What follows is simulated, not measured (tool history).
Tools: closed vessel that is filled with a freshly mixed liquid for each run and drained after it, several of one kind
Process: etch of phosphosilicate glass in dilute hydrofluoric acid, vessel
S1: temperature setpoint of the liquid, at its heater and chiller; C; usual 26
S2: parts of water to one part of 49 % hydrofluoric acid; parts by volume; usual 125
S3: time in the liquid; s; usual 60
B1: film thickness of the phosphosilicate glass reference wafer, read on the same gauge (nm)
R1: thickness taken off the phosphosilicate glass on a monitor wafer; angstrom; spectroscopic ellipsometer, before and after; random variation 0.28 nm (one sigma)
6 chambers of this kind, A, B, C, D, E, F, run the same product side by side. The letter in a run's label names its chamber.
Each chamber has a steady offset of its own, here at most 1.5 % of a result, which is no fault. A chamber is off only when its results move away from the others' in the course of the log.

| run | hour | S1 | S2 | S3 | B1 | R1 |
|---|---|---|---|---|---|---|
| 1B | 10.0 | 26 | 125 | 60 | 89.989 | 475.81 |
| 2A | 19.1 | 26 | 125 | 60 | 90.029 | 487.24 |
| 3F | 31.6 | 26 | 125 | 60 | 89.993 | 483.40 |
| 4E | 39.5 | 26 | 125 | 60 | 90.007 | 482.94 |
| 5D | 50.1 | 23 | 125 | 60 | 90.006 | 425.31 |
| 6C | 58.3 | 23 | 125 | 60 | 89.997 | 420.90 |
| 7C | 66.2 | 23 | 125 | 60 | 89.990 | 426.59 |
| 8B | 78.1 | 23 | 125 | 60 | 90.002 | 428.76 |
| 9D | 89.3 | 23 | 125 | 60 | 89.994 | 425.83 |
| 10E | 97.4 | 23 | 125 | 60 | 89.999 | 432.66 |
| 11F | 108.7 | 26 | 125 | 30 | 90.008 | 237.67 |
| 12A | 114.5 | 26 | 125 | 30 | 89.998 | 243.36 |
| 13C | 123.1 | 26 | 125 | 30 | 90.015 | 238.28 |
| 14B | 129.3 | 26 | 125 | 30 | 89.988 | 240.14 |
| 15D | 141.2 | 26 | 125 | 30 | 90.016 | 239.26 |
| 16F | 148.5 | 26 | 125 | 30 | 90.005 | 239.12 |
| 17A | 158.6 | 26 | 125 | 60 | 89.998 | 487.77 |
| 18E | 167.2 | 26 | 125 | 60 | 89.992 | 487.39 |
| 19A | 176.9 | 26 | 125 | 60 | 89.985 | 490.66 |
| 20B | 183.9 | 26 | 125 | 60 | 90.016 | 477.29 |
| 21F | 194.5 | 26 | 125 | 60 | 90.015 | 477.70 |
|  | 202.3 | chamber A: hydrofluoric acid flow meter replaced |
| 22D | 204.9 | 26 | 170 | 40 | 90.013 | 221.69 |
| 23E | 215.0 | 26 | 170 | 40 | 90.018 | 225.06 |
|  | 218.4 | chamber B: thermometer replaced |
| 24C | 221.4 | 26 | 170 | 40 | 89.989 | 221.97 |
|  | 231.2 | chamber E: hydrofluoric acid flow meter replaced |
| 25A | 232.3 | 26 | 170 | 40 | 90.020 | 223.13 |
| 26E | 244.2 | 26 | 170 | 40 | 89.991 | 224.45 |
| 27F | 249.7 | 26 | 170 | 40 | 90.009 | 223.58 |
| 28C | 260.2 | 26 | 125 | 60 | 90.008 | 475.35 |
|  | 261.6 | chamber C: hydrofluoric acid flow meter replaced |
| 29B | 271.6 | 26 | 125 | 60 | 89.999 | 481.68 |
| 30D | 281.6 | 26 | 125 | 60 | 90.006 | 483.15 |
| 31C | 290.1 | 26 | 125 | 60 | 89.985 | 472.06 |
| 32A | 298.7 | 26 | 125 | 60 | 89.995 | 483.83 |
| 33F | 305.8 | 26 | 125 | 60 | 90.006 | 483.25 |
| 34D | 313.4 | 26 | 125 | 60 | 90.008 | 477.40 |
| 35B | 325.5 | 26 | 125 | 60 | 90.008 | 482.86 |
| 36E | 334.9 | 26 | 125 | 60 | 89.999 | 493.85 |
| 37C | 346.8 | 26 | 125 | 80 | 89.997 | 633.32 |
| 38A | 358.6 | 26 | 125 | 80 | 90.003 | 642.73 |

Next, every chamber runs the same settings. What will each give?
| 39A | 367.6 | 26 | 125 | 60 |  | ? |
| 39B | 367.6 | 26 | 125 | 60 |  | ? |
| 39C | 367.6 | 26 | 125 | 60 |  | ? |
| 39D | 367.6 | 26 | 125 | 60 |  | ? |
| 39E | 367.6 | 26 | 125 | 60 |  | ? |
| 39F | 367.6 | 26 | 125 | 60 |  | ? |

| run | R1 |
|---|---|
| 39A | 482.62 |
| 39B | 477.37 |
| 39C | 476.02 |
| 39D | 481.12 |
| 39E | 496.51 |
| 39F | 479.92 |
